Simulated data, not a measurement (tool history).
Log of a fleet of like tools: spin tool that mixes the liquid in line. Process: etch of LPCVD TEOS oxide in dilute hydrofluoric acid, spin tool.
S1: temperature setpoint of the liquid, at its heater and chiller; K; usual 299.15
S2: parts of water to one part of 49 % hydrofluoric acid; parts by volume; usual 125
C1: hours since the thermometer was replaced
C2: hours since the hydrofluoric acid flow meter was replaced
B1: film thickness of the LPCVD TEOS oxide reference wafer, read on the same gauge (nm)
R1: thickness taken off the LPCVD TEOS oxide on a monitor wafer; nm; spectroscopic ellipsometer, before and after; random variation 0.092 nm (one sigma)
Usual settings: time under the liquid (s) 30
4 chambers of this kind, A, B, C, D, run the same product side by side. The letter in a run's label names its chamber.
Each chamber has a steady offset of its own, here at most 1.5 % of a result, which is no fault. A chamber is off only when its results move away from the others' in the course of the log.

{"run": "1A", "hour": 14.3, "S1": 299.15, "S2": 125, "time under the liquid (s)": 30, "C1": 1129.4, "C2": 499.5, "B1": 129.99, "R1": 14.039}
{"run": "2B", "hour": 27.3, "S1": 299.15, "S2": 125, "time under the liquid (s)": 30, "C1": 423.6, "C2": 1054.3, "B1": 129.99, "R1": 13.838}
{"run": "3C", "hour": 38.7, "S1": 299.15, "S2": 125, "time under the liquid (s)": 30, "C1": 644.1, "C2": 408.9, "B1": 130.0, "R1": 13.875}
{"run": "4D", "hour": 53.2, "S1": 299.15, "S2": 125, "time under the liquid (s)": 30, "C1": 748.4, "C2": 1974.3, "B1": 130.02, "R1": 14.347}
{"hour": 64.6, "done": "chamber D: hydrofluoric acid flow meter replaced"}
{"run": "5C", "hour": 66.4, "S1": 299.15, "S2": 125, "time under the liquid (s)": 30, "C1": 671.8, "C2": 436.6, "B1": 129.99, "R1": 14.047}
{"run": "6D", "hour": 73.0, "S1": 299.15, "S2": 125, "time under the liquid (s)": 30, "C1": 768.2, "C2": 8.5, "B1": 129.99, "R1": 14.134}
{"hour": 83.1, "done": "chamber A: hydrofluoric acid flow meter replaced"}
{"run": "7B", "hour": 84.6, "S1": 299.15, "S2": 125, "time under the liquid (s)": 30, "C1": 480.9, "C2": 1111.6, "B1": 130.0, "R1": 13.964}
{"run": "8A", "hour": 99.3, "S1": 299.15, "S2": 125, "time under the liquid (s)": 30, "C1": 1214.4, "C2": 16.3, "B1": 130.01, "R1": 14.198}
{"run": "9D", "hour": 107.3, "S1": 299.15, "S2": 125, "time under the liquid (s)": 30, "C1": 802.5, "C2": 42.8, "B1": 130.0, "R1": 14.249}
{"run": "10A", "hour": 120.0, "S1": 299.15, "S2": 125, "time under the liquid (s)": 30, "C1": 1235.1, "C2": 37.0, "B1": 129.99, "R1": 14.11}
{"run": "11C", "hour": 131.6, "S1": 299.15, "S2": 125, "time under the liquid (s)": 30, "C1": 737.0, "C2": 501.8, "B1": 129.98, "R1": 14.185}
{"run": "12B", "hour": 144.2, "S1": 301.15, "S2": 75, "time under the liquid (s)": 30, "C1": 540.5, "C2": 1171.2, "B1": 130.0, "R1": 26.87}
{"run": "13D", "hour": 153.1, "S1": 301.15, "S2": 75, "time under the liquid (s)": 30, "C1": 848.3, "C2": 88.6, "B1": 130.0, "R1": 27.392}
{"run": "14C", "hour": 161.7, "S1": 301.15, "S2": 75, "time under the liquid (s)": 30, "C1": 767.1, "C2": 531.9, "B1": 130.0, "R1": 28.032}
{"run": "15B", "hour": 169.4, "S1": 301.15, "S2": 75, "time under the liquid (s)": 30, "C1": 565.7, "C2": 1196.4, "B1": 130.01, "R1": 26.919}
{"run": "16A", "hour": 181.1, "S1": 302.65, "S2": 125, "time under the liquid (s)": 30, "C1": 1296.2, "C2": 98.1, "B1": 129.99, "R1": 15.968}
{"run": "17A", "hour": 187.8, "S1": 302.65, "S2": 125, "time under the liquid (s)": 30, "C1": 1302.9, "C2": 104.8, "B1": 130.01, "R1": 15.954}
{"hour": 196.2, "done": "chamber A: thermometer replaced"}
{"run": "18B", "hour": 201.6, "S1": 302.65, "S2": 125, "time under the liquid (s)": 30, "C1": 597.9, "C2": 1228.6, "B1": 130.02, "R1": 15.914}
{"run": "19D", "hour": 215.5, "S1": 302.65, "S2": 125, "time under the liquid (s)": 30, "C1": 910.7, "C2": 151.0, "B1": 130.01, "R1": 16.146}
{"run": "20C", "hour": 224.5, "S1": 299.15, "S2": 125, "time under the liquid (s)": 30, "C1": 829.9, "C2": 594.7, "B1": 130.0, "R1": 14.623}
{"run": "21B", "hour": 235.6, "S1": 299.15, "S2": 125, "time under the liquid (s)": 30, "C1": 631.9, "C2": 1262.6, "B1": 130.01, "R1": 13.831}
{"run": "22C", "hour": 242.6, "S1": 299.15, "S2": 125, "time under the liquid (s)": 30, "C1": 848.0, "C2": 612.8, "B1": 130.0, "R1": 14.627}
{"run": "23D", "hour": 249.6, "S1": 299.15, "S2": 125, "time under the liquid (s)": 30, "C1": 944.8, "C2": 185.1, "B1": 130.02, "R1": 14.146}
{"run": "24A", "hour": 258.1, "S1": 299.15, "S2": 125, "time under the liquid (s)": 30, "C1": 61.9, "C2": 175.1, "B1": 130.0, "R1": 14.123}

Is one chamber off against the others, does the gauge drift, or is nothing wrong? If a chamber is off, say which, and what the likeliest cause is.

Chamber C drifts away from the others.
Cause: hydrofluoric acid flow above the setpoint (%) = 4.69.
The log may not tell that from: liquid hotter than its thermometer reads (K).

Here are 4 candidates for chamber C's next run, each the usual settings with a change, their results left as question marks. Which one brings its results back in line with what the others give on the usual settings?
In line means no further than this from the other chambers' mean on the usual settings: R1 0.320 nm
{"run": "25C-1", "hour": 268.6, "S1": 299.15, "S2": 120, "time under the liquid (s)": 30, "R1": "?"}
{"run": "25C-2", "hour": 268.6, "S1": 299.15, "S2": 130, "time under the liquid (s)": 30, "R1": "?"}
{"run": "25C-3", "hour": 268.6, "S1": 298.65, "S2": 125, "time under the liquid (s)": 30, "R1": "?"}
{"run": "25C-4", "hour": 268.6, "S1": 299.65, "S2": 125, "time under the liquid (s)": 30, "R1": "?"}

The other chambers' mean on the usual settings: R1 14.063 nm
run=25C-1 R1=15.523
run=25C-2 R1=14.141
run=25C-3 R1=14.526
run=25C-4 R1=15.088
25C-2 brings the chamber back in line.
